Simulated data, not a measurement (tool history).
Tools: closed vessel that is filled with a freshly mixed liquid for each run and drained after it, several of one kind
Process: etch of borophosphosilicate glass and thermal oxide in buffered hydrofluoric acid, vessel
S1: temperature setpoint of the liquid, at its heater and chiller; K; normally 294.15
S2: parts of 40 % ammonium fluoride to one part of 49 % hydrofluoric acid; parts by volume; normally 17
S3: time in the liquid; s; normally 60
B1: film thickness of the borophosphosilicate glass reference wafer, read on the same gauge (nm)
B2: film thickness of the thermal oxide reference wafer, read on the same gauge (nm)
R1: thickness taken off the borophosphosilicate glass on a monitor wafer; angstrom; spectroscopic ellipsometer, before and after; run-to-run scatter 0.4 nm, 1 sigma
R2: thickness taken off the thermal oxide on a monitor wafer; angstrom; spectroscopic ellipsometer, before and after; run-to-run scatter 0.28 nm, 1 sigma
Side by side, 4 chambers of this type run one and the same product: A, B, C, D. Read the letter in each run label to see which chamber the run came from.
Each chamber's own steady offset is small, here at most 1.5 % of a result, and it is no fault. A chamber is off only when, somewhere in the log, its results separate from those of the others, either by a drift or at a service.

{"run": "1B", "hour": 7.4, "S1": 294.15, "S2": 17, "S3": 60, "B1": 89.984, "B2": 110.03, "R1": 775.9, "R2": 358.54}
{"run": "2A", "hour": 14.1, "S1": 294.15, "S2": 17, "S3": 60, "B1": 90.011, "B2": 109.99, "R1": 785.08, "R2": 344.39}
{"run": "3C", "hour": 20.6, "S1": 294.15, "S2": 17, "S3": 60, "B1": 90.001, "B2": 109.97, "R1": 771.81, "R2": 349.31}
{"run": "4D", "hour": 25.6, "S1": 294.15, "S2": 17, "S3": 60, "B1": 90.013, "B2": 110.02, "R1": 786.53, "R2": 357.18}
{"run": "5C", "hour": 33.6, "S1": 297.15, "S2": 17, "S3": 75, "B1": 89.988, "B2": 110.01, "R1": 1147.9, "R2": 512.17}
{"run": "6A", "hour": 40.2, "S1": 297.15, "S2": 17, "S3": 75, "B1": 90.006, "B2": 110.02, "R1": 1152.5, "R2": 515.99}
{"run": "7D", "hour": 49.6, "S1": 297.15, "S2": 17, "S3": 75, "B1": 90.005, "B2": 110.02, "R1": 1150.2, "R2": 522.74}
{"run": "8B", "hour": 54.3, "S1": 297.15, "S2": 17, "S3": 75, "B1": 89.995, "B2": 109.98, "R1": 1139, "R2": 522.01}
{"run": "9D", "hour": 59.7, "S1": 294.15, "S2": 17, "S3": 60, "B1": 90.031, "B2": 109.99, "R1": 785.08, "R2": 354.43}
{"hour": 62.3, "done": "chamber D: hydrofluoric acid flow meter replaced"}
{"run": "10B", "hour": 68.9, "S1": 294.15, "S2": 17, "S3": 60, "B1": 89.988, "B2": 109.98, "R1": 770.37, "R2": 352.78}
{"run": "11A", "hour": 74.1, "S1": 294.15, "S2": 17, "S3": 60, "B1": 90.02, "B2": 109.98, "R1": 786.73, "R2": 349.43}
{"run": "12C", "hour": 81.4, "S1": 294.15, "S2": 17, "S3": 60, "B1": 90.013, "B2": 109.97, "R1": 767.29, "R2": 353.23}
{"run": "13C", "hour": 89.4, "S1": 294.15, "S2": 19, "S3": 95, "B1": 89.976, "B2": 109.98, "R1": 1096.9, "R2": 501.65}
{"run": "14A", "hour": 94.0, "S1": 294.15, "S2": 19, "S3": 95, "B1": 89.994, "B2": 109.99, "R1": 1112, "R2": 492.6}
{"run": "15B", "hour": 102.6, "S1": 294.15, "S2": 19, "S3": 95, "B1": 90.008, "B2": 110.02, "R1": 1099.8, "R2": 503.81}
{"run": "16D", "hour": 110.6, "S1": 294.15, "S2": 19, "S3": 95, "B1": 90.004, "B2": 109.98, "R1": 1109.1, "R2": 499.72}
{"run": "17A", "hour": 117.9, "S1": 296.15, "S2": 17, "S3": 60, "B1": 90.013, "B2": 110.03, "R1": 881.71, "R2": 383.5}
{"run": "18D", "hour": 124.7, "S1": 296.15, "S2": 17, "S3": 60, "B1": 90.004, "B2": 109.97, "R1": 874.6, "R2": 394.02}
{"run": "19B", "hour": 131.2, "S1": 296.15, "S2": 17, "S3": 60, "B1": 90.003, "B2": 109.98, "R1": 857.28, "R2": 396.02}
{"run": "20C", "hour": 139.4, "S1": 296.15, "S2": 17, "S3": 60, "B1": 90.016, "B2": 110.01, "R1": 859.6, "R2": 393.81}
{"run": "21A", "hour": 144.2, "S1": 294.15, "S2": 17, "S3": 60, "B1": 90.02, "B2": 109.96, "R1": 782.87, "R2": 347.23}
{"run": "22C", "hour": 153.7, "S1": 294.15, "S2": 17, "S3": 60, "B1": 90.003, "B2": 109.94, "R1": 778.47, "R2": 350.9}
{"run": "23B", "hour": 160.2, "S1": 294.15, "S2": 23.5, "S3": 60, "B1": 90.001, "B2": 110.01, "R1": 590.26, "R2": 272.42}
{"run": "24D", "hour": 169.1, "S1": 294.15, "S2": 23.5, "S3": 60, "B1": 90.01, "B2": 109.99, "R1": 595.53, "R2": 268.42}
{"run": "25C", "hour": 177.2, "S1": 294.15, "S2": 23.5, "S3": 60, "B1": 89.985, "B2": 110.02, "R1": 589.5, "R2": 264.37}
{"run": "26D", "hour": 181.8, "S1": 294.15, "S2": 23.5, "S3": 60, "B1": 89.993, "B2": 110.03, "R1": 593.68, "R2": 268.35}
{"run": "27A", "hour": 190.2, "S1": 294.15, "S2": 17, "S3": 60, "B1": 90.022, "B2": 109.97, "R1": 785.8, "R2": 349.26}
{"run": "28B", "hour": 195.6, "S1": 294.15, "S2": 17, "S3": 60, "B1": 89.997, "B2": 110.05, "R1": 773.21, "R2": 351.92}
{"run": "29C", "hour": 201.8, "S1": 294.15, "S2": 17, "S3": 60, "B1": 90.01, "B2": 109.97, "R1": 768.13, "R2": 350.83}

Predict what each chamber gives when all 4 of them run the settings below next.
{"run": "30A", "hour": 208.7, "S1": 294.15, "S2": 17, "S3": 75, "R1": "?", "R2": "?"}
{"run": "30B", "hour": 208.7, "S1": 294.15, "S2": 17, "S3": 75, "R1": "?", "R2": "?"}
{"run": "30C", "hour": 208.7, "S1": 294.15, "S2": 17, "S3": 75, "R1": "?", "R2": "?"}
{"run": "30D", "hour": 208.7, "S1": 294.15, "S2": 17, "S3": 75, "R1": "?", "R2": "?"}

run=30A R1=986.85 R2=432.35
run=30B R1=973.91 R2=445.18
run=30C R1=963.1 R2=438.72
run=30D R1=978.22 R2=442.11
